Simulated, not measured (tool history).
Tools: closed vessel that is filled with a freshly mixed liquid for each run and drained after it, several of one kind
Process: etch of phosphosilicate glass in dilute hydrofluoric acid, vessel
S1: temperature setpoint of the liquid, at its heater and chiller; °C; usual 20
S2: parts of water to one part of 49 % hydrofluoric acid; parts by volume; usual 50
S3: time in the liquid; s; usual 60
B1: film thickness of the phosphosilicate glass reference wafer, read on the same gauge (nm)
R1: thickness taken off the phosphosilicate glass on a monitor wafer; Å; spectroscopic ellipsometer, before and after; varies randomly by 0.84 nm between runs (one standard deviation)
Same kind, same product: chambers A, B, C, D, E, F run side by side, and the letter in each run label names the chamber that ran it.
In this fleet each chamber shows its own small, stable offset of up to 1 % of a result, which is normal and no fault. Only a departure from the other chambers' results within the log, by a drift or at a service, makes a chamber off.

Run 1D, day 0.254: usual settings; B1 79.973. Result: R1 1387.9 Å.
Run 2F, day 0.5: usual settings; B1 80.029. Result: R1 1360.2 Å.
Run 3A, day 0.688: usual settings; B1 80.024. Result: R1 1371.1 Å.
Run 4C, day 0.871: usual settings; B1 80.027. Result: R1 1357.2 Å.
Run 5B, day 1.108: usual settings; B1 80.023. Result: R1 1364.3 Å.
Run 6E, day 1.408: usual settings but S3 40 s; B1 80.019. Result: R1 920.18 Å.
Run 7D, day 1.621: usual settings but S3 40 s; B1 80.017. Result: R1 915.84 Å.
Run 8B, day 1.875: usual settings but S3 40 s; B1 79.996. Result: R1 906.99 Å.
Run 9A, day 2.125: usual settings but S3 40 s; B1 79.975. Result: R1 904.96 Å.
Run 10E, day 2.371: usual settings but S3 40 s; B1 79.967. Result: R1 921.41 Å.
At day 2.467: chamber D: hydrofluoric acid flow meter replaced.
Run 11C, day 2.5: usual settings but S3 40 s; B1 80.026. Result: R1 916.88 Å.
Run 12F, day 2.788: usual settings; B1 80.001. Result: R1 1368.2 Å.
Run 13B, day 3.046: usual settings; B1 79.984. Result: R1 1362.2 Å.
Run 14A, day 3.283: usual settings; B1 79.967. Result: R1 1374.1 Å.
Run 15C, day 3.521: usual settings; B1 80.019. Result: R1 1367.8 Å.
Run 16F, day 3.662: usual settings; B1 80.022. Result: R1 1367.7 Å.
Run 17D, day 3.9: usual settings; B1 79.971. Result: R1 1382.6 Å.
Run 18E, day 4.112: usual settings; B1 80.01. Result: R1 1371.3 Å.
Run 19F, day 4.254: usual settings; B1 79.988. Result: R1 1369.9 Å.
Run 20D, day 4.542: usual settings; B1 80.012. Result: R1 1374 Å.
Run 21B, day 4.825: usual settings; B1 80.005. Result: R1 1369.2 Å.
At day 4.875: chamber F: thermometer replaced.
Run 22C, day 5.029: usual settings; B1 80.023. Result: R1 1367.3 Å.
Run 23A, day 5.2: usual settings; B1 79.976. Result: R1 1365 Å.
Run 24E, day 5.358: usual settings; B1 79.961. Result: R1 1404.8 Å.
Run 25C, day 5.529: usual settings; B1 80.008. Result: R1 1351.1 Å.
Run 26D, day 5.796: usual settings; B1 79.955. Result: R1 1367.4 Å.
Run 27F, day 6.054: usual settings; B1 79.997. Result: R1 1360.4 Å.
Run 28A, day 6.254: usual settings; B1 80.012. Result: R1 1369.6 Å.
Run 29B, day 6.55: usual settings; B1 80.023. Result: R1 1363.1 Å.
Run 30E, day 6.783: usual settings; B1 79.975. Result: R1 1407.2 Å.
Run 31E, day 6.925: usual settings but S1 23.5 °C, S2 35 parts by volume; B1 80.026. Result: R1 2393.8 Å.
Run 32C, day 7.083: usual settings but S1 23.5 °C, S2 35 parts by volume; B1 79.993. Result: R1 2287 Å.
Run 33A, day 7.3: usual settings but S1 23.5 °C, S2 35 parts by volume; B1 79.968. Result: R1 2294.1 Å.
Run 34F, day 7.588: usual settings but S1 23.5 °C, S2 35 parts by volume; B1 80. Result: R1 2304.4 Å.
Run 35B, day 7.829: usual settings but S1 23.5 °C, S2 35 parts by volume; B1 79.974. Result: R1 2324.9 Å.
Run 36D, day 8.075: usual settings but S1 23.5 °C, S2 35 parts by volume; B1 80.008. Result: R1 2294.3 Å.
Run 37F, day 8.221: usual settings but S1 18 °C; B1 79.985. Result: R1 1261.3 Å.
Run 38E, day 8.446: usual settings but S1 18 °C; B1 79.985. Result: R1 1322.2 Å.
Run 39D, day 8.612: usual settings but S1 18 °C; B1 80.002. Result: R1 1273.2 Å.
Run 40C, day 8.783: usual settings but S1 18 °C; B1 80.004. Result: R1 1254.6 Å.
Run 41B, day 8.992: usual settings but S1 18 °C; B1 79.999. Result: R1 1256.8 Å.

Decide between three cases: one chamber stands off from its peers, the gauge reading all wafers drifts, or nothing is wrong past each chamber's small offset. Where a chamber is off, say which and what most likely put it there.

Chamber E drifts away from the others.
Cause: liquid hotter than its thermometer reads (K) = 1.34.
With only this log, it may be confused with: hydrofluoric acid flow above the setpoint (%).

Chamber E could run next with any of the 4 candidate recipes listed below; each alters the usual settings, and their results appear as question marks. Which one brings its results back in line with what the other chambers deliver on the usual settings?
In line means no further than this from the other chambers' mean on the usual settings: R1 29 Å
Run 42E-1, day 9.208: usual settings but S1 22.5 °C. Result: R1 ?.
Run 42E-2, day 9.208: usual settings but S1 17.5 °C. Result: R1 ?.
Run 42E-3, day 9.208: usual settings but S1 21.5 °C. Result: R1 ?.
Run 42E-4, day 9.208: usual settings but S1 18.5 °C. Result: R1 ?.

On the usual settings, the other chambers give on average: R1 1368.6 Å
  run      R1
42E-1  1610.2
42E-2  1303.9
42E-3  1544.9
42E-4  1361.3
42E-4 brings the chamber back in line.
